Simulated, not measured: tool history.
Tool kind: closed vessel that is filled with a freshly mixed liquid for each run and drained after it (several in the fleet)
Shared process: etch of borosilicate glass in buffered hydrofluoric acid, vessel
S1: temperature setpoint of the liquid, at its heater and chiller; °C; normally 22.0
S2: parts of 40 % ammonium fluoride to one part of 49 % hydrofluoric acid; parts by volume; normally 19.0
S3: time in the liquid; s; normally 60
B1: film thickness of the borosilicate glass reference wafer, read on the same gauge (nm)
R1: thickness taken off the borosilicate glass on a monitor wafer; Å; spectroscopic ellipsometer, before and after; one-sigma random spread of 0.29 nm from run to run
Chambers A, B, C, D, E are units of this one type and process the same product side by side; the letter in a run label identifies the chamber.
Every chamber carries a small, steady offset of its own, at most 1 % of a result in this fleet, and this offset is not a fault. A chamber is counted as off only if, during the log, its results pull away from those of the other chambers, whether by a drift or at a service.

{"run": "1D", "hour": 4.1, "S1": 22.0, "S2": 19.0, "S3": 60, "B1": 110.03, "R1": 357.12}
{"run": "2A", "hour": 7.7, "S1": 22.0, "S2": 19.0, "S3": 60, "B1": 110.0, "R1": 360.86}
{"run": "3E", "hour": 12.1, "S1": 22.0, "S2": 19.0, "S3": 60, "B1": 109.98, "R1": 350.73}
{"run": "4C", "hour": 15.7, "S1": 22.0, "S2": 19.0, "S3": 60, "B1": 109.99, "R1": 353.72}
{"run": "5B", "hour": 20.5, "S1": 22.0, "S2": 19.0, "S3": 60, "B1": 110.01, "R1": 348.91}
{"run": "6A", "hour": 23.8, "S1": 26.5, "S2": 19.0, "S3": 60, "B1": 109.99, "R1": 456.5}
{"run": "7B", "hour": 26.9, "S1": 26.5, "S2": 19.0, "S3": 60, "B1": 110.0, "R1": 451.96}
{"run": "8C", "hour": 31.0, "S1": 26.5, "S2": 19.0, "S3": 60, "B1": 110.01, "R1": 453.13}
{"run": "9D", "hour": 33.7, "S1": 26.5, "S2": 19.0, "S3": 60, "B1": 110.01, "R1": 448.73}
{"run": "10E", "hour": 37.5, "S1": 26.5, "S2": 19.0, "S3": 60, "B1": 109.97, "R1": 454.04}
{"run": "11B", "hour": 40.9, "S1": 22.0, "S2": 19.0, "S3": 60, "B1": 109.98, "R1": 352.52}
{"run": "12D", "hour": 44.7, "S1": 22.0, "S2": 19.0, "S3": 60, "B1": 110.0, "R1": 352.83}
{"run": "13E", "hour": 47.6, "S1": 22.0, "S2": 19.0, "S3": 60, "B1": 109.99, "R1": 353.15}
{"run": "14A", "hour": 50.7, "S1": 22.0, "S2": 19.0, "S3": 60, "B1": 110.03, "R1": 357.17}
{"run": "15C", "hour": 54.5, "S1": 22.0, "S2": 19.0, "S3": 60, "B1": 109.98, "R1": 359.72}
{"run": "16C", "hour": 58.5, "S1": 22.0, "S2": 19.0, "S3": 60, "B1": 109.98, "R1": 353.65}
{"run": "17B", "hour": 61.1, "S1": 22.0, "S2": 19.0, "S3": 60, "B1": 109.97, "R1": 354.45}
{"run": "18E", "hour": 63.3, "S1": 22.0, "S2": 19.0, "S3": 60, "B1": 110.01, "R1": 353.47}
{"run": "19A", "hour": 66.8, "S1": 22.0, "S2": 19.0, "S3": 60, "B1": 110.01, "R1": 349.0}
{"run": "20D", "hour": 71.4, "S1": 22.0, "S2": 19.0, "S3": 60, "B1": 110.01, "R1": 355.26}
{"run": "21B", "hour": 74.5, "S1": 22.0, "S2": 19.0, "S3": 60, "B1": 110.01, "R1": 352.65}
{"run": "22D", "hour": 77.2, "S1": 22.0, "S2": 19.0, "S3": 60, "B1": 110.02, "R1": 354.58}
{"hour": 81.5, "done": "chamber D: thermometer replaced"}
{"run": "23C", "hour": 82.0, "S1": 22.0, "S2": 19.0, "S3": 60, "B1": 109.99, "R1": 353.61}
{"run": "24A", "hour": 86.0, "S1": 22.0, "S2": 19.0, "S3": 60, "B1": 109.97, "R1": 349.96}
{"run": "25E", "hour": 88.8, "S1": 22.0, "S2": 25.5, "S3": 30, "B1": 110.01, "R1": 140.93}
{"run": "26C", "hour": 92.2, "S1": 22.0, "S2": 25.5, "S3": 30, "B1": 110.01, "R1": 144.37}
{"run": "27D", "hour": 96.3, "S1": 22.0, "S2": 25.5, "S3": 30, "B1": 109.98, "R1": 143.2}
{"run": "28E", "hour": 100.6, "S1": 22.0, "S2": 25.5, "S3": 30, "B1": 110.0, "R1": 140.38}
{"hour": 102.4, "done": "chamber E: hydrofluoric acid flow meter replaced"}
{"run": "29B", "hour": 103.7, "S1": 22.0, "S2": 25.5, "S3": 30, "B1": 109.97, "R1": 142.53}
{"run": "30A", "hour": 108.2, "S1": 22.0, "S2": 19.0, "S3": 60, "B1": 109.99, "R1": 345.13}
{"run": "31E", "hour": 110.9, "S1": 22.0, "S2": 19.0, "S3": 60, "B1": 109.98, "R1": 357.42}
{"run": "32A", "hour": 114.4, "S1": 22.0, "S2": 14.0, "S3": 60, "B1": 110.01, "R1": 462.58}
{"run": "33B", "hour": 117.2, "S1": 22.0, "S2": 14.0, "S3": 60, "B1": 109.98, "R1": 477.1}
{"run": "34C", "hour": 119.9, "S1": 22.0, "S2": 14.0, "S3": 60, "B1": 110.04, "R1": 479.06}
{"run": "35D", "hour": 122.9, "S1": 22.0, "S2": 14.0, "S3": 60, "B1": 109.98, "R1": 483.82}
{"run": "36C", "hour": 126.9, "S1": 22.0, "S2": 14.0, "S3": 60, "B1": 110.02, "R1": 486.98}
{"run": "37A", "hour": 131.3, "S1": 22.0, "S2": 19.0, "S3": 60, "B1": 109.97, "R1": 343.51}
{"run": "38D", "hour": 136.2, "S1": 22.0, "S2": 19.0, "S3": 60, "B1": 110.01, "R1": 354.75}
{"run": "39E", "hour": 139.0, "S1": 22.0, "S2": 19.0, "S3": 60, "B1": 110.02, "R1": 353.81}
{"run": "40B", "hour": 143.6, "S1": 22.0, "S2": 19.0, "S3": 60, "B1": 109.97, "R1": 354.57}
{"run": "41A", "hour": 145.9, "S1": 22.0, "S2": 19.0, "S3": 60, "B1": 110.01, "R1": 336.32}
{"run": "42E", "hour": 149.3, "S1": 22.0, "S2": 19.0, "S3": 60, "B1": 110.02, "R1": 357.12}
{"run": "43C", "hour": 154.0, "S1": 22.0, "S2": 19.0, "S3": 60, "B1": 109.98, "R1": 360.2}
{"run": "44B", "hour": 157.9, "S1": 22.0, "S2": 19.0, "S3": 60, "B1": 110.02, "R1": 354.52}

Read the log: is a single chamber off, either drifting away or since a service, is the gauge that measures every chamber drifting, or is nothing wrong beyond small per-chamber offsets? Name any odd chamber and what most likely caused it.

It is chamber A that slowly wanders off from its peers.
Most likely cause: liquid colder than its thermometer reads (K) = 1.15.
It could be hard to tell apart here from: hydrofluoric acid flow below the setpoint (%).

Which of the 4 candidates below, each the usual settings with something changed and its results left as question marks, puts chamber A back in line with what the other chambers give on the usual settings?
In line here means within this much of the mean the other chambers give on the usual settings: R1 10.00 Å
{"run": "45A-1", "hour": 161.4, "S1": 22.0, "S2": 20.0, "S3": 60, "R1": "?"}
{"run": "45A-2", "hour": 161.4, "S1": 20.0, "S2": 19.0, "S3": 60, "R1": "?"}
{"run": "45A-3", "hour": 161.4, "S1": 23.0, "S2": 19.0, "S3": 60, "R1": "?"}
{"run": "45A-4", "hour": 161.4, "S1": 22.0, "S2": 17.0, "S3": 60, "R1": "?"}

What the other chambers average on the usual settings: R1 354.98 Å
run=45A-1 R1=319.68
run=45A-2 R1=301.74
run=45A-3 R1=354.85
run=45A-4 R1=375.48
45A-3 brings the chamber back in line.
